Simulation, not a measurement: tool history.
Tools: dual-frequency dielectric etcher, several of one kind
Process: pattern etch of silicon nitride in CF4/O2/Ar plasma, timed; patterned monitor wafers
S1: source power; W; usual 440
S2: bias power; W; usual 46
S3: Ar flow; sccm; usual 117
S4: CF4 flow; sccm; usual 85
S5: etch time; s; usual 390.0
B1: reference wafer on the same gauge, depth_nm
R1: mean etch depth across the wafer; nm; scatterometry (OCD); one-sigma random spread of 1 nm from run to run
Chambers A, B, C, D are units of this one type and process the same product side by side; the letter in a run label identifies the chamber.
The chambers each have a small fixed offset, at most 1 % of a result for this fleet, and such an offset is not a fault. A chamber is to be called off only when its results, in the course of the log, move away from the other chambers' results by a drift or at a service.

run   hour   S1  S2   S3  S4     S5      B1      R1
 1A   13.4  440  46  117  85  390.0  498.70  614.02
 2C   19.8  440  46  117  85  390.0  498.74  616.57
 3D   27.9  440  46  117  85  390.0  498.54  612.22
 4B   41.4  440  46  117  85  390.0  498.31  617.13
 5D   50.5  440  46  117  85  390.0  498.30  609.95
 6B   58.0  440  46  117  77  390.0  498.43  608.51
 7A   66.3  440  46  117  77  390.0  498.13  605.56
 8C   78.0  440  46  117  77  390.0  498.17  606.52
 9C   89.8  440  46  117  77  390.0  498.08  605.43
10D  101.3  440  46  117  85  390.0  497.72  609.89
11B  110.2  440  46  117  85  390.0  497.65  616.99
12A  121.5  440  46  117  85  390.0  497.65  611.89
13C  130.2  440  46  117  85  390.0  497.42  614.79
14B  138.9  440  46  117  85  338.5  497.72  533.71
15A  145.5  440  46  117  85  338.5  497.32  532.28
16D  152.0  440  46  117  85  338.5  497.29  529.13
17B  158.6  440  46  117  85  338.5  497.32  535.08
18C  171.9  440  46  117  85  390.0  497.01  613.04
19D  178.6  440  46  117  85  390.0  496.70  608.38
     183.5  -- chamber B: wet clean of the chamber
20A  191.1  440  46  117  85  390.0  496.85  612.50
21A  199.7  440  46  117  85  390.0  496.72  613.57
22C  208.1  440  53  117  85  486.5  496.64  807.18
23D  215.1  440  53  117  85  486.5  496.15  802.90
24B  227.6  440  53  117  85  486.5  496.71  813.85
25D  240.8  440  53  117  85  486.5  496.37  802.08
26C  253.4  440  46  117  85  390.0  496.14  613.04
27A  261.2  440  46  117  85  390.0  495.94  610.80
28B  270.1  440  52  117  85  390.0  495.81  646.26
29D  283.5  440  52  117  85  390.0  495.74  638.92
30B  293.4  440  52  117  85  390.0  495.52  642.60

For the next run the whole fleet of 4 chambers uses the same settings. Give each chamber's results:
31A  303.8  440  46  117  97  390.0       ?
31B  303.8  440  46  117  97  390.0       ?
31C  303.8  440  46  117  97  390.0       ?
31D  303.8  440  46  117  97  390.0       ?

run      R1
31A  623.33
31B  626.40
31C  621.97
31D  617.81
